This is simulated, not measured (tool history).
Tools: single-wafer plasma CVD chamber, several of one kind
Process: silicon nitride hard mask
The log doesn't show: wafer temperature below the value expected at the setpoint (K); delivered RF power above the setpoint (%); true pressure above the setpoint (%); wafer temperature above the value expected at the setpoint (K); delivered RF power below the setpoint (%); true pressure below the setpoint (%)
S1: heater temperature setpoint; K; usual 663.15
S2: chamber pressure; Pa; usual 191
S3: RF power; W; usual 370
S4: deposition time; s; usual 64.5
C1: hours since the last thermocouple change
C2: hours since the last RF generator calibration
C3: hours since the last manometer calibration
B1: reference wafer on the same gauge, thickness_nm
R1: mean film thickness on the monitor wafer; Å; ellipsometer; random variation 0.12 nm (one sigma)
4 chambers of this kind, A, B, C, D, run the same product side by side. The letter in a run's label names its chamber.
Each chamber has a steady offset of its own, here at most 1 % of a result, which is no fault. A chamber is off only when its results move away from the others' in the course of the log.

Run 1D, day 0.346: usual settings; C1 623.3; C2 1029.9; C3 1275.7; B1 87.421. Result: R1 819.34 Å.
Run 2A, day 0.658: usual settings; C1 138.4; C2 1231.4; C3 1366.5; B1 87.439. Result: R1 817.71 Å.
Run 3B, day 1.142: usual settings; C1 45.3; C2 479.0; C3 1530.9; B1 87.451. Result: R1 825.69 Å.
Run 4C, day 1.604: usual settings; C1 412.7; C2 1135.1; C3 473.6; B1 87.437. Result: R1 822.28 Å.
Run 5C, day 1.946: usual settings; C1 420.9; C2 1143.3; C3 481.8; B1 87.475. Result: R1 821.41 Å.
Run 6B, day 2.325: usual settings; C1 73.7; C2 507.4; C3 1559.3; B1 87.483. Result: R1 827.55 Å.
Run 7A, day 2.767: usual settings; C1 189.0; C2 1282.0; C3 1417.1; B1 87.461. Result: R1 818.04 Å.
Run 8D, day 3.283: usual settings; C1 693.8; C2 1100.4; C3 1346.2; B1 87.478. Result: R1 822.61 Å.
Run 9C, day 3.575: usual settings but S3 400 W, S4 72.6 s; C1 460.0; C2 1182.4; C3 520.9; B1 87.515. Result: R1 971.34 Å.
Run 10B, day 4.008: usual settings but S3 400 W, S4 72.6 s; C1 114.1; C2 547.8; C3 1599.7; B1 87.550. Result: R1 977.10 Å.
Run 11A, day 4.275: usual settings but S3 400 W, S4 72.6 s; C1 225.2; C2 1318.2; C3 1453.3; B1 87.562. Result: R1 966.51 Å.
Run 12D, day 4.688: usual settings but S3 400 W, S4 72.6 s; C1 727.5; C2 1134.1; C3 1379.9; B1 87.549. Result: R1 969.31 Å.
Run 13A, day 5.204: usual settings; C1 247.5; C2 1340.5; C3 1475.6; B1 87.580. Result: R1 819.43 Å.
Run 14B, day 5.567: usual settings; C1 151.5; C2 585.2; C3 1637.1; B1 87.577. Result: R1 829.51 Å.
Run 15C, day 5.883: usual settings; C1 515.4; C2 1237.8; C3 576.3; B1 87.585. Result: R1 824.81 Å.
Run 16D, day 6.246: usual settings but S2 163 Pa, S3 420 W; C1 764.9; C2 1171.5; C3 1417.3; B1 87.587. Result: R1 846.39 Å.
Run 17C, day 6.475: usual settings but S2 163 Pa, S3 420 W; C1 529.6; C2 1252.0; C3 590.5; B1 87.598. Result: R1 848.95 Å.
Run 18D, day 6.904: usual settings but S2 163 Pa, S3 420 W; C1 780.7; C2 1187.3; C3 1433.1; B1 87.618. Result: R1 846.39 Å.
Run 19B, day 7.338: usual settings but S2 163 Pa, S3 420 W; C1 194.0; C2 627.7; C3 1679.6; B1 87.627. Result: R1 850.74 Å.
Run 20A, day 7.579: usual settings; C1 304.5; C2 1397.5; C3 1532.6; B1 87.660. Result: R1 818.96 Å.
Run 21B, day 8.054: usual settings; C1 211.2; C2 644.9; C3 1696.8; B1 87.677. Result: R1 829.23 Å.
Run 22D, day 8.571: usual settings but S2 145 Pa, S3 435 W; C1 820.7; C2 1227.3; C3 1473.1; B1 87.695. Result: R1 836.58 Å.
At day 8.879: chamber B: capacitance manometer re-zeroed and calibrated.
Run 23C, day 8.988: usual settings but S2 145 Pa, S3 435 W; C1 589.9; C2 1312.3; C3 650.8; B1 87.732. Result: R1 834.33 Å.
Run 24A, day 9.300: usual settings but S2 145 Pa, S3 435 W; C1 345.8; C2 1438.8; C3 1573.9; B1 87.716. Result: R1 830.13 Å.
Run 25D, day 9.775: usual settings but S2 145 Pa, S3 435 W; C1 849.6; C2 1256.2; C3 1502.0; B1 87.727. Result: R1 834.36 Å.
Run 26C, day 10.275: usual settings; C1 620.8; C2 1343.2; C3 681.7; B1 87.728. Result: R1 825.22 Å.
Run 27B, day 10.796: usual settings but S1 651.15 K; C1 277.0; C2 710.7; C3 46.1; B1 87.735. Result: R1 833.14 Å.
Run 28A, day 11.296: usual settings but S1 651.15 K; C1 393.7; C2 1486.7; C3 1621.8; B1 87.756. Result: R1 824.74 Å.
Run 29D, day 11.692: usual settings but S1 651.15 K; C1 895.6; C2 1302.2; C3 1548.0; B1 87.775. Result: R1 831.49 Å.
Run 30B, day 11.933: usual settings but S1 651.15 K; C1 304.3; C2 738.0; C3 73.4; B1 87.783. Result: R1 834.83 Å.
Run 31C, day 12.446: usual settings; C1 672.9; C2 1395.3; C3 733.8; B1 87.809. Result: R1 824.32 Å.
Run 32A, day 12.779: usual settings but S1 658.15 K; C1 429.3; C2 1522.3; C3 1657.4; B1 87.835. Result: R1 823.40 Å.
Run 33B, day 13.004: usual settings but S1 658.15 K; C1 330.0; C2 763.7; C3 99.1; B1 87.810. Result: R1 833.47 Å.
Run 34D, day 13.375: usual settings but S1 658.15 K; C1 936.0; C2 1342.6; C3 1588.4; B1 87.839. Result: R1 828.18 Å.
Run 35A, day 13.712: usual settings but S1 658.15 K; C1 451.7; C2 1544.7; C3 1679.8; B1 87.830. Result: R1 825.48 Å.
At day 14.017: chamber A: RF generator calibrated.
Run 36C, day 14.238: usual settings; C1 715.9; C2 1438.3; C3 776.8; B1 87.878. Result: R1 826.11 Å.
Run 37A, day 14.625: usual settings; C1 473.6; C2 14.7; C3 1701.7; B1 87.890. Result: R1 825.47 Å.
Run 38B, day 15.092: usual settings; C1 380.1; C2 813.8; C3 149.2; B1 87.917. Result: R1 832.08 Å.
Run 39C, day 15.467: usual settings; C1 745.4; C2 1467.8; C3 806.3; B1 87.915. Result: R1 826.57 Å.

Is one chamber off against the others, does the gauge drift, or is nothing wrong? If a chamber is off, say which, and what the likeliest cause is.

The gauge drifts, so all chambers seem to drift together. No chamber is off.
Cause: gauge reads high (%) = 0.601.
